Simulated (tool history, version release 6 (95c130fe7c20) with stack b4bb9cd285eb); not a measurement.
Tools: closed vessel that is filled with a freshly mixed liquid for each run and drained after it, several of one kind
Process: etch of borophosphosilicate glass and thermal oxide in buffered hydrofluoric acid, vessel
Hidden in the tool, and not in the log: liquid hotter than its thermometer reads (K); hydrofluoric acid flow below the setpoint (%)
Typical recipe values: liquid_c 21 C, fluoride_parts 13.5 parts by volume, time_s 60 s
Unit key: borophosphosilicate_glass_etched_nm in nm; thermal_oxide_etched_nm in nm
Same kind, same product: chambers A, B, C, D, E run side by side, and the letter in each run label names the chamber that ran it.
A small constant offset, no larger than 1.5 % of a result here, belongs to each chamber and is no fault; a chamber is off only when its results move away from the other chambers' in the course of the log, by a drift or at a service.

run,hour,liquid_c,fluoride_parts,time_s,hours since the thermometer was replaced,hours since the hydrofluoric acid flow meter was replaced,"read-back film thickness of the borophosphosilicate glass reference wafer, read on the same gauge (nm)","read-back film thickness of the thermal oxide reference wafer, read on the same gauge (nm)",borophosphosilicate_glass_etched_nm,thermal_oxide_etched_nm
1D,4.7,21,13.5,60,604.1,983.9,50.045,99.992,46.914,42.755
2C,12.1,21,13.5,60,1020.4,583.1,49.999,99.996,48.064,42.961
3A,16.8,21,13.5,60,1730.0,1544.8,50.005,99.983,46.737,43.211
4E,24.2,21,13.5,60,689.1,988.1,49.990,99.988,46.469,43.124
5B,32.0,21,13.5,60,1631.1,193.7,49.942,99.996,47.503,43.123
6E,39.7,21,13.5,60,704.6,1003.6,50.014,100.010,46.660,43.197
# hour 44.9: chamber E: thermometer replaced
7D,45.2,21,13.5,60,644.6,1024.4,49.976,100.010,47.082,42.781
8C,49.7,23,13.5,75,1058.0,620.7,50.040,100.020,65.457,60.609
9A,57.9,23,13.5,75,1771.1,1585.9,50.016,99.973,64.944,60.034
10B,62.6,23,13.5,75,1661.7,224.3,50.007,100.020,66.944,59.754
11E,67.0,23,13.5,75,22.2,1030.9,50.031,99.999,64.784,60.639
12B,72.5,23,13.5,75,1671.6,234.2,50.045,99.996,66.323,59.551
13A,77.0,21,13.5,60,1790.2,1605.0,50.045,99.983,47.405,43.086
14D,81.5,21,13.5,60,680.9,1060.7,49.978,100.010,46.930,42.698
15C,89.0,21,13.5,60,1097.3,660.0,49.991,100.010,46.897,43.392
16C,96.5,21,13.5,60,1104.8,667.5,49.994,100.010,47.140,43.062
17D,102.8,21,13.5,60,702.2,1082.0,49.972,99.992,46.931,43.188
18A,106.7,21,13.5,60,1819.9,1634.7,49.998,99.985,46.433,43.140
19E,111.5,21,13.5,60,66.7,1075.4,49.983,100.010,46.883,43.660
20B,117.2,21,13.5,60,1716.3,278.9,49.996,100.010,47.832,43.006
21E,123.6,21,13.5,60,78.8,1087.5,49.999,100.010,47.176,43.251
22D,128.2,21,13.5,60,727.6,1107.4,49.987,99.983,46.703,42.753
23C,136.5,21,13.5,60,1144.8,707.5,49.972,99.999,46.783,43.357
24A,140.6,21,13.5,60,1853.8,1668.6,49.981,99.999,47.054,42.673
25B,145.0,21,13.5,60,1744.1,306.7,50.019,99.991,47.734,42.368
26D,153.5,21,13.5,60,752.9,1132.7,49.987,99.974,47.462,42.853
27E,162.0,21,13.5,60,117.2,1125.9,50.004,100.010,47.218,42.984
28B,167.7,21,13.5,60,1766.8,329.4,50.033,99.978,48.257,42.525
29A,174.8,21,13.5,60,1888.0,1702.8,50.006,100.030,47.054,42.891
30C,179.0,21,13.5,60,1187.3,750.0,49.948,100.000,47.625,42.943
31A,187.4,21,13.5,60,1900.6,1715.4,49.980,99.999,46.564,42.619
32C,195.4,21,13.5,60,1203.7,766.4,50.015,99.997,46.935,43.175
33B,201.2,21,13.5,60,1800.3,362.9,50.035,99.993,47.734,42.521

Next, every chamber runs the same settings. What will each give?
34A,207.3,21,8.5,60,,,,,?,?
34B,207.3,21,8.5,60,,,,,?,?
34C,207.3,21,8.5,60,,,,,?,?
34D,207.3,21,8.5,60,,,,,?,?
34E,207.3,21,8.5,60,,,,,?,?

run,borophosphosilicate_glass_etched_nm,thermal_oxide_etched_nm
34A,70.047,64.929
34B,72.576,65.264
34C,72.425,66.040
34D,72.229,65.000
34E,72.600,65.922
